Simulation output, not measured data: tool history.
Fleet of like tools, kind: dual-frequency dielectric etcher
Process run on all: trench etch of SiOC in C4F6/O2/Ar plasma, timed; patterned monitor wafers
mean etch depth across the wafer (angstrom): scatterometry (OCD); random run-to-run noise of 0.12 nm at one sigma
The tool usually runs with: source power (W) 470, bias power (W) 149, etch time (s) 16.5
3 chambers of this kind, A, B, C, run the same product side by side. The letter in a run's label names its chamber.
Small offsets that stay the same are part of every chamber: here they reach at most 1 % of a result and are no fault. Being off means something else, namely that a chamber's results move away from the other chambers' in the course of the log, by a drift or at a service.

run	hour	source power (W)	bias power (W)	etch time (s)	hours since the last wet clean	hours since the last source power generator calibration	hours since the last bias power generator calibration	read-back reference wafer on the same gauge, depth_nm	mean etch depth across the wafer (angstrom)
1B	6.8	470	149	16.5	312.3	1218.4	2957.0	38.246	340.33
2A	17.3	470	149	16.5	74.1	98.2	826.8	38.333	344.13
3C	28.6	470	149	16.5	190.6	2899.9	1952.6	38.274	344.07
4A	37.4	470	149	16.5	94.2	118.3	846.9	38.315	344.14
5B	48.2	470	177	19.5	353.7	1259.8	2998.4	38.296	421.36
6C	55.4	470	177	19.5	217.4	2926.7	1979.4	38.317	426.56
7A	61.0	470	177	19.5	117.8	141.9	870.5	38.291	429.93
8C	70.4	470	149	16.5	232.4	2941.7	1994.4	38.334	343.18
9B	81.7	410	163	16.5	387.2	1293.3	3031.9	38.292	332.50
10B	91.3	410	163	16.5	396.8	1302.9	3041.5	38.328	330.96
11A	103.4	410	163	16.5	160.2	184.3	912.9	38.290	335.81
12C	113.6	470	149	16.5	275.6	2984.9	2037.6	38.257	342.65
# hour 122.9: chamber B: wet clean of the chamber
13C	124.9	470	149	16.5	286.9	2996.2	2048.9	38.299	342.73
14A	131.8	470	149	16.5	188.6	212.7	941.3	38.288	344.22
15B	143.4	560	149	14.5	20.6	1355.0	3093.6	38.295	321.34
16A	149.7	560	149	14.5	206.5	230.6	959.2	38.272	324.32
17B	155.3	560	149	14.5	32.5	1366.9	3105.5	38.287	320.69
18C	166.9	470	149	16.5	328.9	3038.2	2090.9	38.328	341.09
19C	177.3	470	149	16.5	339.3	3048.6	2101.3	38.291	345.04
20B	186.8	470	149	16.5	64.0	1398.4	3137.0	38.304	340.08
21A	194.7	470	180	16.5	251.5	275.6	1004.2	38.297	365.04
22A	202.1	470	180	16.5	258.9	283.0	1011.6	38.345	366.17
23B	207.7	470	180	16.5	84.9	1419.3	3157.9	38.263	361.26
24C	219.5	560	137	16.5	381.5	3090.8	2143.5	38.301	357.56
25A	225.5	560	137	16.5	282.3	306.4	1035.0	38.271	359.10
26B	232.3	560	137	16.5	109.5	1443.9	3182.5	38.318	357.11

Is one chamber out of step, is the gauge drifting, or do the chambers differ by no more than their own small offsets? For an off chamber, give its letter and the likeliest cause.

Neither any chamber nor the gauge drifts; the chambers differ only by their own small, steady offsets.
